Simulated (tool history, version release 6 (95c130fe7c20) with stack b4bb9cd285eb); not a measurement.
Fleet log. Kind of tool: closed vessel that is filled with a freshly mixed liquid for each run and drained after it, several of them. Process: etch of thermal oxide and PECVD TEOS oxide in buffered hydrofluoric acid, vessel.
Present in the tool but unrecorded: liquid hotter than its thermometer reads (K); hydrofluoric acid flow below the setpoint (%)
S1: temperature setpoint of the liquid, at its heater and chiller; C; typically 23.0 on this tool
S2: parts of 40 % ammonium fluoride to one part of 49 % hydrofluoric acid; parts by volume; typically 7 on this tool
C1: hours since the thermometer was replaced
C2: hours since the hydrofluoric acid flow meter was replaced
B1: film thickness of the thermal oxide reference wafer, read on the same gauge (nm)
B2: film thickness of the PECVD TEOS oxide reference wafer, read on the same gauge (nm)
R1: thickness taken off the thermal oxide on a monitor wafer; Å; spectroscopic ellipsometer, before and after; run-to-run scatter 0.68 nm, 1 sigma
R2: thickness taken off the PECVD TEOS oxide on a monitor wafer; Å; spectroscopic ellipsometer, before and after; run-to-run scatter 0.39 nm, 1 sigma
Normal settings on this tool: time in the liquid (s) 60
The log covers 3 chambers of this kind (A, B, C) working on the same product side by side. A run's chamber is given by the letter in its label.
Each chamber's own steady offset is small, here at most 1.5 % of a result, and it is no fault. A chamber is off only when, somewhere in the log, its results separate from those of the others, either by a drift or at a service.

Run 1A, hour 9.4: usual settings; C1 1218.7; C2 239.8; B1 59.996; B2 60.008. Result: R1 888.96 Å, R2 1101.0 Å.
Run 2B, hour 21.8: usual settings; C1 1404.2; C2 392.8; B1 60.000; B2 59.983. Result: R1 901.12 Å, R2 1105.6 Å.
Run 3C, hour 35.1: usual settings; C1 1520.0; C2 412.7; B1 59.994; B2 60.003. Result: R1 923.76 Å, R2 1109.1 Å.
Run 4A, hour 45.4: usual settings; C1 1254.7; C2 275.8; B1 60.004; B2 59.992. Result: R1 888.48 Å, R2 1102.4 Å.
Run 5C, hour 51.7: usual settings; C1 1536.6; C2 429.3; B1 60.005; B2 59.988. Result: R1 921.46 Å, R2 1110.2 Å.
Run 6B, hour 61.7: usual settings; C1 1444.1; C2 432.7; B1 59.974; B2 60.004. Result: R1 896.02 Å, R2 1104.1 Å.
Run 7C, hour 73.3: usual settings; C1 1558.2; C2 450.9; B1 59.992; B2 60.021. Result: R1 914.25 Å, R2 1117.9 Å.
Run 8B, hour 87.7: usual settings; C1 1470.1; C2 458.7; B1 59.993; B2 60.037. Result: R1 904.82 Å, R2 1106.1 Å.
Run 9A, hour 99.5: usual settings but time in the liquid (s) 85; C1 1308.8; C2 329.9; B1 59.990; B2 59.994. Result: R1 1251.90 Å, R2 1558.9 Å.
Run 10C, hour 110.4: usual settings but time in the liquid (s) 85; C1 1595.3; C2 488.0; B1 60.010; B2 60.003. Result: R1 1308.00 Å, R2 1561.6 Å.
Run 11A, hour 118.5: usual settings but time in the liquid (s) 85; C1 1327.8; C2 348.9; B1 59.997; B2 60.027. Result: R1 1255.80 Å, R2 1557.0 Å.
Run 12B, hour 132.0: usual settings; C1 1514.4; C2 503.0; B1 59.990; B2 60.007. Result: R1 902.12 Å, R2 1102.6 Å.
At hour 139.6: chamber B: thermometer replaced.
Run 13A, hour 144.3: usual settings; C1 1353.6; C2 374.7; B1 59.989; B2 59.985. Result: R1 881.85 Å, R2 1105.0 Å.
Run 14C, hour 155.6: usual settings; C1 1640.5; C2 533.2; B1 60.017; B2 60.001. Result: R1 913.58 Å, R2 1105.3 Å.
Run 15B, hour 163.7: usual settings; C1 24.1; C2 534.7; B1 60.005; B2 60.000. Result: R1 899.74 Å, R2 1103.7 Å.
Run 16A, hour 172.6: usual settings but S1 26.5 C, S2 6 parts by volume; C1 1381.9; C2 403.0; B1 59.985; B2 60.006. Result: R1 1231.50 Å, R2 1520.9 Å.
Run 17C, hour 181.7: usual settings but S1 26.5 C, S2 6 parts by volume; C1 1666.6; C2 559.3; B1 60.007; B2 59.990. Result: R1 1249.30 Å, R2 1541.8 Å.
Run 18B, hour 191.5: usual settings but S1 26.5 C, S2 6 parts by volume; C1 51.9; C2 562.5; B1 60.008; B2 60.003. Result: R1 1260.70 Å, R2 1533.4 Å.
Run 19B, hour 202.7: usual settings but S1 25.5 C, S2 5 parts by volume; C1 63.1; C2 573.7; B1 60.018; B2 59.992. Result: R1 1396.30 Å, R2 1687.0 Å.
Run 20A, hour 214.7: usual settings but S1 25.5 C, S2 5 parts by volume; C1 1424.0; C2 445.1; B1 59.996; B2 60.002. Result: R1 1361.80 Å, R2 1674.5 Å.
Run 21C, hour 226.7: usual settings but S1 25.5 C, S2 5 parts by volume; C1 1711.6; C2 604.3; B1 59.996; B2 60.031. Result: R1 1410.40 Å, R2 1701.4 Å.
Run 22B, hour 232.9: usual settings; C1 93.3; C2 603.9; B1 60.023; B2 59.995. Result: R1 894.65 Å, R2 1103.6 Å.
At hour 240.3: chamber C: thermometer replaced.
Run 23A, hour 245.3: usual settings; C1 1454.6; C2 475.7; B1 60.004; B2 60.009. Result: R1 899.48 Å, R2 1096.9 Å.
Run 24C, hour 259.4: usual settings but S1 26.5 C, time in the liquid (s) 75; C1 19.2; C2 637.0; B1 60.025; B2 59.989. Result: R1 1370.40 Å, R2 1675.9 Å.
Run 25B, hour 267.2: usual settings but S1 26.5 C, time in the liquid (s) 75; C1 127.6; C2 638.2; B1 59.998; B2 60.003. Result: R1 1349.20 Å, R2 1678.1 Å.
Run 26C, hour 278.2: usual settings but S1 26.5 C, time in the liquid (s) 75; C1 38.0; C2 655.8; B1 59.999; B2 59.986. Result: R1 1358.90 Å, R2 1671.4 Å.
At hour 279.7: chamber A: thermometer replaced.
Run 27A, hour 292.1: usual settings; C1 12.4; C2 522.5; B1 60.005; B2 59.999. Result: R1 884.11 Å, R2 1096.2 Å.
Run 28C, hour 304.1: usual settings; C1 63.9; C2 681.7; B1 59.983; B2 59.988. Result: R1 909.22 Å, R2 1104.1 Å.
Run 29A, hour 314.0: usual settings; C1 34.3; C2 544.4; B1 60.010; B2 60.019. Result: R1 892.16 Å, R2 1101.0 Å.
Run 30B, hour 324.8: usual settings; C1 185.2; C2 695.8; B1 60.008; B2 59.987. Result: R1 898.73 Å, R2 1103.8 Å.
At hour 328.8: chamber B: hydrofluoric acid flow meter replaced.
Run 31C, hour 331.3: usual settings; C1 91.1; C2 708.9; B1 60.003; B2 60.002. Result: R1 900.66 Å, R2 1100.3 Å.
Run 32A, hour 343.5: usual settings; C1 63.8; C2 573.9; B1 60.007; B2 59.997. Result: R1 875.70 Å, R2 1103.7 Å.
Run 33B, hour 351.8: usual settings; C1 212.2; C2 23.0; B1 59.994; B2 59.998. Result: R1 902.23 Å, R2 1101.0 Å.
Run 34C, hour 362.2: usual settings; C1 122.0; C2 739.8; B1 60.012; B2 60.013. Result: R1 913.83 Å, R2 1101.6 Å.

One chamber off, gauge drift, or nothing amiss beyond the chambers' own small offsets? If it is a chamber, which one, and what is the likeliest cause?

Nothing is wrong: each chamber keeps only its own small, steady offset and the gauge holds still.

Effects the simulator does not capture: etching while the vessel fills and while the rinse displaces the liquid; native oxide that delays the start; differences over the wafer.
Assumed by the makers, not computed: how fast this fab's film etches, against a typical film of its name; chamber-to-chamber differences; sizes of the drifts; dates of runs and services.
